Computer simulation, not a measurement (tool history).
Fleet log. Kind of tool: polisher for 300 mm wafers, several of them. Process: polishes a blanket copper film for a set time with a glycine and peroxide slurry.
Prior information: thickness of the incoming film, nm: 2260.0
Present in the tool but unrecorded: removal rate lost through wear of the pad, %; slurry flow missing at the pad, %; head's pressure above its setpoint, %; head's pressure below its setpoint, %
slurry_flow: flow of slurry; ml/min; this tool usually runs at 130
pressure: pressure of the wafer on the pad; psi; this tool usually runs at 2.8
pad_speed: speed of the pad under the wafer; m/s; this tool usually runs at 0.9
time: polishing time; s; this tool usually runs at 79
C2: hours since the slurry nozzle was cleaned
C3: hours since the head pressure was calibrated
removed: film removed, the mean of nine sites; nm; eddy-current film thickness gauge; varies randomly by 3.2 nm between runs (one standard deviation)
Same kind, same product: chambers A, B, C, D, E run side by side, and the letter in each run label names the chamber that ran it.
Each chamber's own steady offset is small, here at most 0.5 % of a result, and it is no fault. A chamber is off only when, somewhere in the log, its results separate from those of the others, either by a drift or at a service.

At day 0.062: chamber C: worn pad replaced by a new one.
Run 1B, day 0.342: usual settings; wafers polished on this pad 885; C2 191.9; C3 801.9. Result: removed 341.02 nm.
Run 2A, day 0.896: usual settings; wafers polished on this pad 549; C2 36.5; C3 305.7. Result: removed 342.52 nm.
Run 3E, day 1.204: usual settings; wafers polished on this pad 507; C2 65.1; C3 320.1. Result: removed 340.81 nm.
Run 4D, day 1.562: usual settings; wafers polished on this pad 544; C2 160.5; C3 438.1. Result: removed 340.93 nm.
At day 1.808: chamber A: worn pad replaced by a new one.
Run 5C, day 2.154: usual settings; wafers polished on this pad 522; C2 67.5; C3 140. Result: removed 336.54 nm.
At day 2.471: chamber A: head pressure recalibrated.
At day 2.538: chamber B: worn pad replaced by a new one.
Run 6A, day 2.7: usual settings but time 52 s; wafers polished on this pad 222; C2 79.8; C3 5.5. Result: removed 219.35 nm.
At day 2.842: chamber E: worn pad replaced by a new one.
At day 2.958: chamber C: worn pad replaced by a new one.
Run 7C, day 3.083: usual settings but time 52 s; wafers polished on this pad 31; C2 89.8; C3 162.3. Result: removed 221.63 nm.
Run 8D, day 3.575: usual settings but time 52 s; wafers polished on this pad 1047; C2 208.8; C3 486.4. Result: removed 224.88 nm.
Run 9E, day 3.95: usual settings but time 52 s; wafers polished on this pad 276; C2 131; C3 386. Result: removed 220.69 nm.
Run 10B, day 4.321: usual settings but time 52 s; wafers polished on this pad 445; C2 287.4; C3 897.4. Result: removed 224.37 nm.
At day 4.504: chamber D: worn pad replaced by a new one.
Run 11C, day 4.633: usual settings; wafers polished on this pad 418; C2 127; C3 199.5. Result: removed 336.35 nm.
Run 12D, day 5.05: usual settings; wafers polished on this pad 137; C2 244.2; C3 521.8. Result: removed 348.81 nm.
Run 13B, day 5.575: usual settings; wafers polished on this pad 758; C2 317.5; C3 927.5. Result: removed 340.55 nm.
At day 5.625: chamber A: worn pad replaced by a new one.
At day 5.733: chamber E: worn pad replaced by a new one.
Run 14A, day 6.225: usual settings; wafers polished on this pad 150; C2 164.4; C3 90.1. Result: removed 337.97 nm.
At day 6.404: chamber B: head pressure recalibrated.
At day 6.471: chamber C: worn pad replaced by a new one.
Run 15E, day 6.912: usual settings; wafers polished on this pad 294; C2 202.1; C3 457.1. Result: removed 337.93 nm.
Run 16B, day 7.592: usual settings; wafers polished on this pad 1262; C2 365.9; C3 28.5. Result: removed 338.67 nm.
At day 7.754: chamber B: worn pad replaced by a new one.
Run 17E, day 8.162: usual settings but time 98 s; wafers polished on this pad 607; C2 232.1; C3 487.1. Result: removed 420.36 nm.
Run 18C, day 8.575: usual settings but time 98 s; wafers polished on this pad 525; C2 221.6; C3 294.1. Result: removed 421.91 nm.
Run 19A, day 9: usual settings but time 98 s; wafers polished on this pad 843; C2 231; C3 156.7. Result: removed 422.59 nm.
At day 9.15: chamber E: worn pad replaced by a new one.
At day 9.217: chamber A: worn pad replaced by a new one.
Run 20D, day 9.312: usual settings but time 98 s; wafers polished on this pad 1201; C2 346.5; C3 624.1. Result: removed 421.33 nm.
At day 9.462: chamber D: worn pad replaced by a new one.
At day 9.608: chamber C: worn pad replaced by a new one.
Run 21A, day 9.708: usual settings but time 98 s; wafers polished on this pad 123; C2 248; C3 173.7. Result: removed 431.75 nm.
Run 22D, day 10.317: usual settings; wafers polished on this pad 213; C2 370.6; C3 648.2. Result: removed 342.17 nm.
Run 23E, day 10.788: usual settings; wafers polished on this pad 409; C2 295.1; C3 550.1. Result: removed 340.4 nm.
Run 24C, day 11.154: usual settings; wafers polished on this pad 386; C2 283.5; C3 356. Result: removed 334.81 nm.
Run 25B, day 11.629: usual settings; wafers polished on this pad 968; C2 462.8; C3 125.4. Result: removed 329.49 nm.
Run 26C, day 12.033: usual settings; wafers polished on this pad 605; C2 304.6; C3 377.1. Result: removed 337.39 nm.
At day 12.075: chamber E: worn pad replaced by a new one.
At day 12.279: chamber B: worn pad replaced by a new one.
Run 27B, day 12.329: usual settings; wafers polished on this pad 13; C2 479.6; C3 142.2. Result: removed 320.49 nm.
At day 12.85: chamber A: worn pad replaced by a new one.
Run 28D, day 12.95: usual settings; wafers polished on this pad 871; C2 433.8; C3 711.4. Result: removed 338.2 nm.
At day 13.112: chamber C: worn pad replaced by a new one.
Run 29E, day 13.596: usual settings; wafers polished on this pad 380; C2 362.5; C3 617.5. Result: removed 337.98 nm.
At day 13.792: chamber C: head pressure recalibrated.
At day 14: chamber D: worn pad replaced by a new one.
Run 30A, day 14.242: usual settings but slurry_flow 150 ml/min, pressure 3.5 psi; wafers polished on this pad 347; C2 356.8; C3 282.5. Result: removed 417.77 nm.
Run 31B, day 14.788: usual settings but slurry_flow 150 ml/min, pressure 3.5 psi; wafers polished on this pad 627; C2 538.6; C3 201.2. Result: removed 402.71 nm.
At day 14.846: chamber A: slurry nozzle cleaned.
Run 32E, day 15.292: usual settings but slurry_flow 150 ml/min, pressure 3.5 psi; wafers polished on this pad 803; C2 403.2; C3 658.2. Result: removed 412.3 nm.
Run 33D, day 15.812: usual settings but slurry_flow 150 ml/min, pressure 3.5 psi; wafers polished on this pad 452; C2 502.5; C3 780.1. Result: removed 424.3 nm.
Run 34A, day 16.158: usual settings but slurry_flow 150 ml/min, pressure 3.5 psi; wafers polished on this pad 826; C2 31.6; C3 328.5. Result: removed 424.15 nm.
At day 16.267: chamber C: worn pad replaced by a new one.
Run 35C, day 16.525: usual settings; wafers polished on this pad 64; C2 412.4; C3 65.7. Result: removed 345.37 nm.
Run 36C, day 16.838: usual settings; wafers polished on this pad 143; C2 419.9; C3 73.2. Result: removed 336.45 nm.

Next, all 5 chambers run the settings below, one line each with question marks for the results. What does each chamber give?
Run 37A, day 17.325: usual settings. Result: removed ?.
Run 37B, day 17.325: usual settings. Result: removed ?.
Run 37C, day 17.325: usual settings. Result: removed ?.
Run 37D, day 17.325: usual settings. Result: removed ?.
Run 37E, day 17.325: usual settings. Result: removed ?.

run  removed
37A   340.26
37B   308.23
37C   330.97
37D   336.39
37E   336.57

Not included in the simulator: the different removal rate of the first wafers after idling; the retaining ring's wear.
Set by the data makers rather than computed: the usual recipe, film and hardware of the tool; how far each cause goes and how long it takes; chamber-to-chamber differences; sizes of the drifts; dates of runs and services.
